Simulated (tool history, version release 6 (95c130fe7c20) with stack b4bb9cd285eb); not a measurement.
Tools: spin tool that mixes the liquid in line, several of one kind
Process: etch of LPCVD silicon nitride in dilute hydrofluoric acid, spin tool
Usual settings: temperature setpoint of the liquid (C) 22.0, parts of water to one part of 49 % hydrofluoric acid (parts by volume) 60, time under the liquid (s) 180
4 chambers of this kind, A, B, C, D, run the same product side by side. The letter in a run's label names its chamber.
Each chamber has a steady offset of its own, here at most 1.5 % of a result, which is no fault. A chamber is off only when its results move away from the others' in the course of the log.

run   hour  temperature setpoint of the liquid (C)  parts of water to one part of 49 % hydrofluoric acid (parts by volume)  time under the liquid (s)  hours since the thermometer was replaced  hours since the hydrofluoric acid flow meter was replaced  read-back film thickness of the LPCVD silicon nitride reference wafer, read on the same gauge (nm)  thickness taken off the LPCVD silicon nitride on a monitor wafer (Å)
 1B    8.3                                    22.0                                                                      60                        180                                     999.0                                                      221.8                                                                                              110.02                                                               13.5560
 2D   17.4                                    22.0                                                                      60                        180                                    2041.7                                                      347.1                                                                                              110.01                                                               13.4860
 3C   26.3                                    22.0                                                                      60                        180                                     932.0                                                      608.9                                                                                              110.03                                                               13.7540
 4A   34.9                                    22.0                                                                      60                        180                                    1482.8                                                     1043.0                                                                                              110.00                                                               13.3350
 5B   41.7                                    22.0                                                                      60                        180                                    1032.4                                                      255.2                                                                                              110.00                                                               13.5790
 6A   47.0                                    22.0                                                                      60                        180                                    1494.9                                                     1055.1                                                                                              110.01                                                               13.2020
 7D   56.5                                    22.0                                                                      60                        180                                    2080.8                                                      386.2                                                                                              110.01                                                               13.6210
 8C   61.1                                    22.0                                                                      60                        180                                     966.8                                                      643.7                                                                                              109.98                                                               13.9770
 9C   68.8                                    22.0                                                                      60                        180                                     974.5                                                      651.4                                                                                              110.01                                                               13.9400
10A   76.9                                    22.0                                                                      60                        180                                    1524.8                                                     1085.0                                                                                              109.99                                                               13.0720
11B   86.0                                    22.0                                                                      60                        180                                    1076.7                                                      299.5                                                                                              109.98                                                               13.3420
12D   92.8                                    26.0                                                                      60                        275                                    2117.1                                                      422.5                                                                                              109.99                                                               27.5850
13C  102.2                                    26.0                                                                      60                        275                                    1007.9                                                      684.8                                                                                              109.96                                                               28.1900
14A  110.0                                    26.0                                                                      60                        275                                    1557.9                                                     1118.1                                                                                              109.99                                                               25.9030
     112.2  -- chamber D: hydrofluoric acid flow meter replaced
15D  114.4                                    26.0                                                                      60                        275                                    2138.7                                                        2.3                                                                                              110.00                                                               26.7200
16B  122.7                                    22.0                                                                      60                        180                                    1113.4                                                      336.2                                                                                              110.01                                                               13.5910
     127.0  -- chamber A: hydrofluoric acid flow meter replaced
17C  132.3                                    22.0                                                                      60                        180                                    1038.0                                                      714.9                                                                                              110.03                                                               13.7470
18B  139.2                                    22.0                                                                      60                        180                                    1129.9                                                      352.7                                                                                              110.01                                                               13.5240
19A  148.0                                    22.0                                                                      60                        180                                    1595.9                                                       21.1                                                                                              109.99                                                               12.5990
20D  154.4                                    22.0                                                                      60                        180                                    2178.7                                                       42.3                                                                                              110.03                                                               13.3750
21C  159.2                                    22.0                                                                      45                        180                                    1064.9                                                      741.8                                                                                              109.98                                                               18.0590
     163.5  -- chamber D: thermometer replaced
22B  168.2                                    22.0                                                                      45                        180                                    1158.9                                                      381.7                                                                                              110.02                                                               18.0660
23D  176.3                                    22.0                                                                      45                        180                                      12.9                                                       64.2                                                                                              110.03                                                               18.4110
24A  182.4                                    22.0                                                                      45                        180                                    1630.3                                                       55.5                                                                                              109.99                                                               15.7580
25B  192.0                                    22.0                                                                      60                        180                                    1182.7                                                      405.5                                                                                              110.00                                                               13.8120
26A  198.3                                    22.0                                                                      60                        180                                    1646.2                                                       71.4                                                                                              110.05                                                               12.3710
27C  202.5                                    26.5                                                                      60                         75                                    1108.2                                                      785.1                                                                                              110.00                                                                7.8522
28D  208.1                                    26.5                                                                      60                         75                                      44.7                                                       96.0                                                                                              110.01                                                                7.4729
29B  215.6                                    26.5                                                                      60                         75                                    1206.3                                                      429.1                                                                                              109.99                                                                7.6126
30C  221.1                                    26.5                                                                      60                         75                                    1126.8                                                      803.7                                                                                              109.99                                                                7.7333
31A  225.7                                    22.0                                                                      85                        180                                    1673.6                                                       98.8                                                                                              110.01                                                                8.2985
32D  231.6                                    22.0                                                                      85                        180                                      68.2                                                      119.5                                                                                              110.02                                                                9.3870
33D  238.0                                    22.0                                                                      85                        180                                      74.6                                                      125.9                                                                                              109.99                                                                9.6197
34A  247.4                                    22.0                                                                      85                        180                                    1695.3                                                      120.5                                                                                              110.01                                                                8.1380
35C  252.2                                    22.0                                                                      60                        180                                    1157.9                                                      834.8                                                                                              110.00                                                               13.8880
36B  256.9                                    22.0                                                                      60                        180                                    1247.6                                                      470.4                                                                                              110.00                                                               13.6510

What goes on in this fleet: one chamber off, a drifting gauge, or nothing beyond the chambers' own small offsets? Name the chamber and the cause, if any.

Chamber A drifts away from the others.
Cause: liquid colder than its thermometer reads (K) = 2.16.

Here are 4 candidates for chamber A's next run, each the usual settings with a change, their results left as question marks. Which one brings its results back in line with what the others give on the usual settings?
In line means no further than this from the other chambers' mean on the usual settings: thickness taken off the LPCVD silicon nitride on a monitor wafer (Å) 0.9100
37A-1  263.8                                    19.5                                                                      60                        180                                                                                                                                                                                                                                                                              ?
37A-2  263.8                                    23.0                                                                      55                        210                                                                                                                                                                                                                                                                              ?
37A-3  263.8                                    22.0                                                                      60                        135                                                                                                                                                                                                                                                                              ?
37A-4  263.8                                    22.5                                                                      55                        190                                                                                                                                                                                                                                                                              ?

The other chambers' mean on the usual settings: thickness taken off the LPCVD silicon nitride on a monitor wafer (Å) 13.7060
  run  thickness taken off the LPCVD silicon nitride on a monitor wafer (Å)
37A-1                                                                9.6433
37A-2                                                               15.6590
37A-3                                                                8.6264
37A-4                                                               13.6870
37A-4 brings the chamber back in line.
